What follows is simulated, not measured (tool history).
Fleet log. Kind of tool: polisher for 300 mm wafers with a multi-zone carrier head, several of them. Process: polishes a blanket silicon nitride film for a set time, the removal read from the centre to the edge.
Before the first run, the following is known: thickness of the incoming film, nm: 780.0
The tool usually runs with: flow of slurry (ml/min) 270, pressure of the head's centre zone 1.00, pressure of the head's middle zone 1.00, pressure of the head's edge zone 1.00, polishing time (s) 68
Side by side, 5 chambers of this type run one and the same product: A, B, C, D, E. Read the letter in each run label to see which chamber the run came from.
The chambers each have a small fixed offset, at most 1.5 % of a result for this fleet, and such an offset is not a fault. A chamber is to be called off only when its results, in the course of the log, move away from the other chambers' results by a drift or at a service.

run	hour	flow of slurry (ml/min)	pressure of the head's centre zone	pressure of the head's middle zone	pressure of the head's edge zone	polishing time (s)	wafers polished on this pad	hours since the slurry nozzle was cleaned	hours since the centre zone pressure was calibrated	hours since the edge zone pressure was calibrated	film removed at the wafer's centre (angstrom)	film removed at mid-radius (angstrom)	film removed at the wafer's edge (angstrom)
# hour 1.6: chamber B: worn pad replaced by a new one
1A	6.1	270	1.00	1.00	1.00	68	619	411.0	18.7	621.9	1215.7	1193.50	1213.1
# hour 9.0: chamber A: worn pad replaced by a new one
# hour 10.9: chamber E: edge zone pressure recalibrated
2C	12.6	270	1.00	1.00	1.00	68	311	367.3	375.6	501.0	1206.9	1200.80	1186.3
3E	19.0	270	1.00	1.00	1.00	68	426	67.6	205.6	8.2	1196.9	1199.00	1209.5
4B	26.3	270	1.00	1.00	1.00	68	193	514.2	913.2	1144.0	1244.3	1228.90	1185.7
# hour 26.7: chamber D: worn pad replaced by a new one
5D	31.1	270	1.00	1.00	1.00	68	34	87.3	115.0	559.3	1220.9	1171.40	1181.1
6D	37.3	270	1.00	1.00	1.00	68	83	93.5	121.2	565.5	1200.3	1207.70	1211.2
7C	42.2	350	1.00	0.90	1.00	68	542	396.9	405.2	530.6	1246.0	1092.40	1192.3
8E	48.0	350	1.00	0.90	1.00	68	653	96.6	234.6	37.2	1223.3	1110.90	1221.9
9A	51.5	350	1.00	0.90	1.00	68	332	456.4	64.1	667.3	1237.5	1132.10	1201.3
10B	58.0	350	1.00	0.90	1.00	68	441	545.9	944.9	1175.7	1255.2	1109.00	1235.5
11E	62.1	350	1.00	0.90	1.00	68	763	110.7	248.7	51.3	1206.9	1112.90	1215.7
12B	65.4	270	1.05	1.00	1.00	68	498	553.3	952.3	1183.1	1295.3	1235.70	1262.0
# hour 70.9: chamber B: worn pad replaced by a new one
13C	71.2	270	1.05	1.00	1.00	68	768	425.9	434.2	559.6	1277.0	1239.10	1179.0
14A	74.6	270	1.05	1.00	1.00	68	512	479.5	87.2	690.4	1252.2	1243.20	1213.0
15D	80.0	270	1.05	1.00	1.00	68	416	136.2	163.9	608.2	1264.3	1179.10	1191.8
16A	84.9	270	1.05	1.00	1.00	68	593	489.8	97.5	700.7	1285.7	1199.00	1243.6
17D	89.2	270	1.00	1.00	1.00	68	488	145.4	173.1	617.4	1212.3	1179.70	1179.0
18E	95.8	270	1.00	1.00	1.00	68	1026	144.4	282.4	85.0	1165.7	1169.10	1136.5
19B	99.6	270	0.96	1.00	1.00	68	224	587.5	986.5	1217.3	1177.2	1210.30	1233.7
20C	103.9	270	0.96	1.00	1.00	68	1024	458.6	466.9	592.3	1157.0	1225.40	1192.6
# hour 104.7: chamber A: worn pad replaced by a new one
21B	109.1	270	0.96	1.00	1.00	68	298	597.0	996.0	1226.8	1177.3	1192.90	1226.1
22C	112.6	270	0.96	1.00	1.00	68	1092	467.3	475.6	601.0	1155.3	1190.10	1213.0
# hour 117.2: chamber D: worn pad replaced by a new one
23E	120.2	270	0.96	1.00	1.00	68	1216	168.8	306.8	109.4	1131.5	1173.70	1175.7
# hour 123.5: chamber C: worn pad replaced by a new one
24A	126.8	270	1.00	1.00	1.00	68	173	531.7	139.4	742.6	1214.1	1212.90	1245.6
25D	130.6	270	1.00	1.00	1.00	68	105	186.8	214.5	658.8	1189.8	1220.80	1203.3
26C	137.2	270	1.00	1.00	1.00	68	107	491.9	500.2	625.6	1209.8	1192.90	1174.2
27A	144.1	270	1.00	1.00	1.00	68	308	549.0	156.7	759.9	1204.2	1240.40	1225.9
28E	148.9	270	1.00	1.00	1.00	68	1440	197.5	335.5	138.1	1138.4	1180.10	1152.2
# hour 150.6: chamber B: worn pad replaced by a new one
29D	154.0	270	1.00	1.00	1.00	68	287	210.2	237.9	682.2	1185.1	1185.40	1218.9
30B	161.5	270	1.00	1.00	1.00	68	85	649.4	1048.4	1279.2	1225.6	1201.60	1219.5
31E	168.2	270	1.00	1.00	1.00	68	1591	216.8	354.8	157.4	1132.0	1154.90	1150.5
32C	173.3	270	1.00	1.00	1.00	68	389	528.0	536.3	661.7	1195.0	1185.30	1216.2
33B	178.3	270	1.00	1.00	1.00	68	216	666.2	1065.2	1296.0	1218.2	1195.50	1220.0
34D	184.1	270	1.00	1.00	1.00	68	522	240.3	268.0	712.3	1194.6	1192.00	1192.3
35A	187.6	270	1.00	1.00	1.00	68	647	592.5	200.2	803.4	1207.8	1219.90	1218.3
# hour 189.7: chamber C: slurry nozzle cleaned
36E	191.7	270	1.00	1.00	1.00	68	1775	240.3	378.3	180.9	1104.8	1135.90	1142.0
37D	198.1	270	1.04	1.00	1.08	68	632	254.3	282.0	726.3	1231.6	1220.70	1265.5
# hour 201.0: chamber A: worn pad replaced by a new one
38B	204.8	270	1.04	1.00	1.08	68	423	692.7	1091.7	1322.5	1302.1	1173.80	1271.9
39A	208.2	270	1.04	1.00	1.08	68	56	613.1	220.8	824.0	1260.4	1219.80	1254.2
40C	215.2	270	1.04	1.00	1.08	68	716	25.5	578.2	703.6	1255.9	1196.80	1278.9
41A	219.7	270	1.04	1.00	1.08	68	146	624.6	232.3	835.5	1255.6	1180.40	1264.5
# hour 225.9: chamber B: worn pad replaced by a new one
42C	226.8	270	1.00	1.00	1.00	68	806	37.1	589.8	715.2	1213.1	1184.10	1205.5
43B	233.7	205	1.00	0.89	1.00	68	61	721.6	1120.6	1351.4	1186.1	1061.20	1181.1
44E	239.1	205	1.00	0.89	1.00	68	2145	287.7	425.7	228.3	1056.9	944.95	1088.3

For the next run the whole fleet of 5 chambers uses the same settings. Give each chamber's results:
45A	244.5	270	1.00	1.04	1.00	68					?	?	?
45B	244.5	270	1.00	1.04	1.00	68					?	?	?
45C	244.5	270	1.00	1.04	1.00	68					?	?	?
45D	244.5	270	1.00	1.04	1.00	68					?	?	?
45E	244.5	270	1.00	1.04	1.00	68					?	?	?

run	film removed at the wafer's centre (angstrom)	film removed at mid-radius (angstrom)	film removed at the wafer's edge (angstrom)
45A	1203.1	1279.00	1163.2
45B	1237.1	1293.70	1200.5
45C	1219.6	1251.60	1209.7
45D	1180.4	1254.50	1213.0
45E	1099.4	1158.60	1108.6
